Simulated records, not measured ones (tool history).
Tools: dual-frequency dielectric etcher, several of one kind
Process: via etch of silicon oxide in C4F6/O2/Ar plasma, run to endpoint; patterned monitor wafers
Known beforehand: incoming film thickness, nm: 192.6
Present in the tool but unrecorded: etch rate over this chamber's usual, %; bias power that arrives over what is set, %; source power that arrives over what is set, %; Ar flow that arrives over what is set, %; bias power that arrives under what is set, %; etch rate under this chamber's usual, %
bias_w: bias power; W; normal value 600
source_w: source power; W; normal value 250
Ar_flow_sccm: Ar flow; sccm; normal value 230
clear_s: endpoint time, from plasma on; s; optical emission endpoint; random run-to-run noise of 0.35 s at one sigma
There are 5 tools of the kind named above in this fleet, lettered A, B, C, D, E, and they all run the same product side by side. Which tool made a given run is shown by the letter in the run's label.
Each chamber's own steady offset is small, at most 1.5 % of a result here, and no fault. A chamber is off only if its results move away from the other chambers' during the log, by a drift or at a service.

run	hour	bias_w	source_w	Ar_flow_sccm	hours since the last wet clean	hours since the last bias power generator calibration	hours since the last source power generator calibration	hours since the last Ar flow controller change	clear_s
1D	6.1	600	250	230	406.8	2817.3	2200.6	2497.2	46.197
2C	11.2	600	250	230	269.1	3417.5	537.0	2577.6	44.312
3B	16.0	600	250	230	664.6	1683.6	656.4	1735.9	45.594
4A	21.6	600	250	230	44.5	1497.8	3094.5	1604.5	46.846
5E	26.5	600	250	230	33.6	4585.5	610.1	591.1	45.019
# hour 30.4: chamber B: wet clean of the chamber
6C	30.8	600	250	230	288.7	3437.1	556.6	2597.2	45.849
7A	34.0	600	250	230	56.9	1510.2	3106.9	1616.9	45.508
8B	38.3	600	250	230	8.0	1705.9	678.7	1758.2	45.794
9D	44.1	600	250	230	444.8	2855.3	2238.6	2535.2	45.982
10E	49.8	600	250	230	56.9	4608.8	633.4	614.4	45.223
11E	52.9	503	250	277	60.0	4611.9	636.5	617.5	50.157
12B	58.1	503	250	277	27.8	1725.7	698.5	1778.0	49.833
13C	63.7	503	250	277	321.6	3470.0	589.5	2630.1	49.836
14A	67.7	503	250	277	90.6	1543.9	3140.6	1650.6	50.226
15D	73.4	503	250	277	474.1	2884.6	2267.9	2564.5	50.200
16A	78.1	600	250	230	101.0	1554.3	3151.0	1661.0	45.875
17D	81.7	600	250	230	482.4	2892.9	2276.2	2572.8	45.781
18B	87.6	600	250	230	57.3	1755.2	728.0	1807.5	45.300
19C	92.3	600	250	230	350.2	3498.6	618.1	2658.7	45.226
# hour 97.3: chamber D: wet clean of the chamber
20E	97.5	518	250	269	104.6	4656.5	681.1	662.1	49.563
21D	102.6	518	250	269	5.4	2913.8	2297.1	2593.7	51.932
22B	109.1	518	250	269	78.8	1776.7	749.5	1829.0	49.550
23E	115.0	518	250	269	122.1	4674.0	698.6	679.6	49.187
24A	121.5	518	250	269	144.4	1597.7	3194.4	1704.4	49.919
25C	127.4	600	250	230	385.3	3533.7	653.2	2693.8	44.294
26E	130.3	600	250	230	137.4	4689.3	713.9	694.9	44.678
27B	133.3	600	250	230	103.0	1800.9	773.7	1853.2	46.006
28A	137.6	600	250	230	160.5	1613.8	3210.5	1720.5	46.159
29D	140.7	600	250	230	43.5	2951.9	2335.2	2631.8	48.541
30C	144.3	600	250	230	402.2	3550.6	670.1	2710.7	44.686
31A	151.0	600	250	230	173.9	1627.2	3223.9	1733.9	45.924
32B	155.5	600	250	230	125.2	1823.1	795.9	1875.4	46.121
33C	159.6	600	250	230	417.5	3565.9	685.4	2726.0	45.102
34E	162.6	600	250	230	169.7	4721.6	746.2	727.2	45.527
35D	167.2	600	250	230	70.0	2978.4	2361.7	2658.3	48.197
36B	171.1	600	250	230	140.8	1838.7	811.5	1891.0	46.198
37E	176.1	600	250	230	183.2	4735.1	759.7	740.7	45.593
38C	181.2	600	250	230	439.1	3587.5	707.0	2747.6	45.167
39D	185.5	600	250	230	88.3	2996.7	2380.0	2676.6	47.982
40A	191.8	507	280	230	214.7	1668.0	3264.7	1774.7	47.089

Which is it: a chamber that has drifted or been left off by a service, a gauge drift common to all chambers, or only each chamber's usual small offset? If a chamber is off, name it and its likeliest cause.

Chamber D came out of a service off from its peers and stayed that way.
Cause: etch rate under this chamber's usual, % = 4.89.

Chamber D could run next with any of the 4 candidate recipes listed below; each alters the usual settings, and their results appear as question marks. Which one brings its results back in line with what the other chambers deliver on the usual settings?
Maximum distance from the other chambers' mean on the usual settings for a result to count as in line: clear_s 1.200 s
41D-1	196.6	600	190	250					?
41D-2	196.6	747	250	214					?
41D-3	196.6	600	290	219					?
41D-4	196.6	600	210	230					?

Usual-settings mean across the other chambers: clear_s 45.730 s
run	clear_s
41D-1	54.006
41D-2	44.028
41D-3	45.613
41D-4	51.595
Change 41D-3 lands the chamber within the allowed miss of the other chambers.
